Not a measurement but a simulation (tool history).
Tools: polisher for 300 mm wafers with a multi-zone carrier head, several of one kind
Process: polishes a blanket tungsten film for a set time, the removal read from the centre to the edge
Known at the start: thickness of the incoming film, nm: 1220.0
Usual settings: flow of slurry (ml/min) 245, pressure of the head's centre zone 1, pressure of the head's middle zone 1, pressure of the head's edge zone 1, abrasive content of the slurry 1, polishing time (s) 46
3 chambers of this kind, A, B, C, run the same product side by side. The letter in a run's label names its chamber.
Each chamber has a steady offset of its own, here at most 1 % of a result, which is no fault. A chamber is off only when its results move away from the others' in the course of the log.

run	hour	flow of slurry (ml/min)	pressure of the head's centre zone	pressure of the head's middle zone	pressure of the head's edge zone	abrasive content of the slurry	polishing time (s)	film removed at the wafer's centre (nm)	film removed at mid-radius (nm)	film removed at the wafer's edge (nm)
# hour 0.5: chamber B: worn pad replaced by a new one
# hour 11.8: chamber C: worn pad replaced by a new one
1C	11.8	245	1	1	1	1	46	221.15	221.64	220.24
2B	26.1	245	1	1	1	1	46	219.71	220.14	215.68
# hour 27.8: chamber A: slurry nozzle cleaned
# hour 27.9: chamber B: edge zone pressure recalibrated
3A	39.7	245	1	1	1	1	46	220.37	220.66	218.76
4A	54.5	245	1	1	1	1	46	218.17	220.35	218.21
# hour 57: chamber C: edge zone pressure recalibrated
5C	68.5	245	1	1	1	1	46	224.76	225.28	221.48
6B	78.8	245	1	1	1	1	46	218.4	213.24	219.57
7B	93.4	245	1	1	1	1	46	219.36	220.38	220.28
8A	108.1	245	1	1	1.09	1	46	222.69	219.1	228.26
9C	119.2	245	1	1	1.09	1	46	223.47	223.06	232.41
# hour 122.1: chamber B: worn pad replaced by a new one
# hour 128.5: chamber C: worn pad replaced by a new one
10B	129.9	245	1	1	1.09	1	46	219.17	215.82	228.31
11A	144.7	245	1	1	1	1	46	219.76	216.17	216.46
12C	157.5	245	1	1	1	1	46	223.63	219.97	216.2
# hour 157.8: chamber C: centre zone pressure recalibrated
13A	168.5	245	1	1	1	1	46	218	224.24	218.75
14B	175.3	245	1	1	1	1	46	218.5	221.14	217.04
15C	190.8	245	1	1	1	1	46	224.06	220.2	220.37
# hour 198.8: chamber B: slurry nozzle cleaned
16B	199.7	245	1	1	1	1	46	219.19	218.34	216.44
17A	210.2	245	1	1	1	1	46	217.2	214.95	210.91
# hour 216.9: chamber C: worn pad replaced by a new one
18C	223.9	245	1.07	1	1	1	46	240.3	224.41	220.75
19A	230.9	245	1.07	1	1	1	46	234.2	215.98	216.46
20C	240.9	245	1.07	1	1	1	46	239.77	222.74	222.37
# hour 243.6: chamber A: slurry nozzle cleaned
# hour 244.6: chamber B: worn pad replaced by a new one
21B	253.3	245	1	1	1	1	46	216.99	220.94	215.02
22B	263.1	245	1	1	1	1.15	53	259.67	264.79	261.42
23A	278.3	245	1	1	1	1.15	53	260.32	252.69	256.55
24C	288.1	245	1	1	1	1.15	53	270.12	263.37	259.14
25A	301.1	245	1	1	1	1	46	212.39	214.9	214.33
26B	314.2	245	1	1	1	1	46	221.48	219.19	220.96
# hour 318.1: chamber C: worn pad replaced by a new one
27C	329	245	1	1	1	1	46	222.49	224.22	220.68
# hour 331.3: chamber A: edge zone pressure recalibrated
# hour 341.4: chamber B: centre zone pressure recalibrated
28B	344.3	245	1	1	1	1	46	219.86	216.72	216.2
29A	354.2	245	1	1	1	1	46	213.47	210.55	211.98
30C	361.4	245	1	1	1	1	46	224.57	225.21	226.14
# hour 372.1: chamber B: worn pad replaced by a new one
31A	374.9	245	0.95	1	1	0.8	46	189.76	197.43	195.98
32B	389.9	245	0.95	1	1	0.8	46	198.03	210.95	204.62
33C	404	245	0.95	1	1	0.8	46	197.87	213.39	213.14
34A	413.6	245	1	1	1	1	46	210.19	205.14	214.11
35B	422.5	245	1	1.07	1	1	46	218.51	229.46	218.28
# hour 428: chamber C: worn pad replaced by a new one
36C	434.4	245	1	1.07	1	1	46	224.17	236.68	218.9
37C	442.6	245	1	1.07	1	1	46	225.52	236.56	217.15
38B	453.9	245	1	1	1	1	46	214.73	219.05	214.82
# hour 457.7: chamber A: slurry nozzle cleaned
39A	460.6	245	1	1	1	1	46	208.41	206.81	210.95
40A	473.5	245	1	1	1	1	46	209.68	206.08	210.32
# hour 478: chamber A: centre zone pressure recalibrated
41B	481.2	245	1	1	1	1	46	219.39	219.06	218.18
42C	496.2	245	1	1	1	1	46	223.47	222.91	221.59
# hour 507.3: chamber B: slurry nozzle cleaned
43A	508.4	245	1	1	1	1	46	208.28	206.23	203.28
# hour 515: chamber B: worn pad replaced by a new one
44B	518.6	245	1	1	1	1	46	217.56	220.78	216.52

What goes on in this fleet: one chamber off, a drifting gauge, or nothing beyond the chambers' own small offsets? Name the chamber and the cause, if any.

Chamber A drifts away from the others.
Cause: removal rate lost through wear of the pad, % = 6.54.

Here are 4 candidates for chamber A's next run, each the usual settings with a change, their results left as question marks. Which one brings its results back in line with what the others give on the usual settings?
In line means no further than this from the other chambers' mean on the usual settings: film removed at the wafer's centre (nm) 5.6; film removed at mid-radius (nm) 10; film removed at the wafer's edge (nm) 8.5
45A-1	529.7	250	1.01	1.01	1	1	51	?	?	?
45A-2	529.7	245	1	0.99	1	1	43	?	?	?
45A-3	529.7	245	1	1.01	1	1	49	?	?	?
45A-4	529.7	240	0.99	0.99	1	1	41	?	?	?

The other chambers' mean on the usual settings: film removed at the wafer's centre (nm) 220.99; film removed at mid-radius (nm) 221.43; film removed at the wafer's edge (nm) 218.99
run	film removed at the wafer's centre (nm)	film removed at mid-radius (nm)	film removed at the wafer's edge (nm)
45A-1	233.41	233.77	228.01
45A-2	194.1	193.02	191.97
45A-3	221.22	224.09	218.69
45A-4	182.52	183.61	182.71
45A-3 brings the chamber back in line.

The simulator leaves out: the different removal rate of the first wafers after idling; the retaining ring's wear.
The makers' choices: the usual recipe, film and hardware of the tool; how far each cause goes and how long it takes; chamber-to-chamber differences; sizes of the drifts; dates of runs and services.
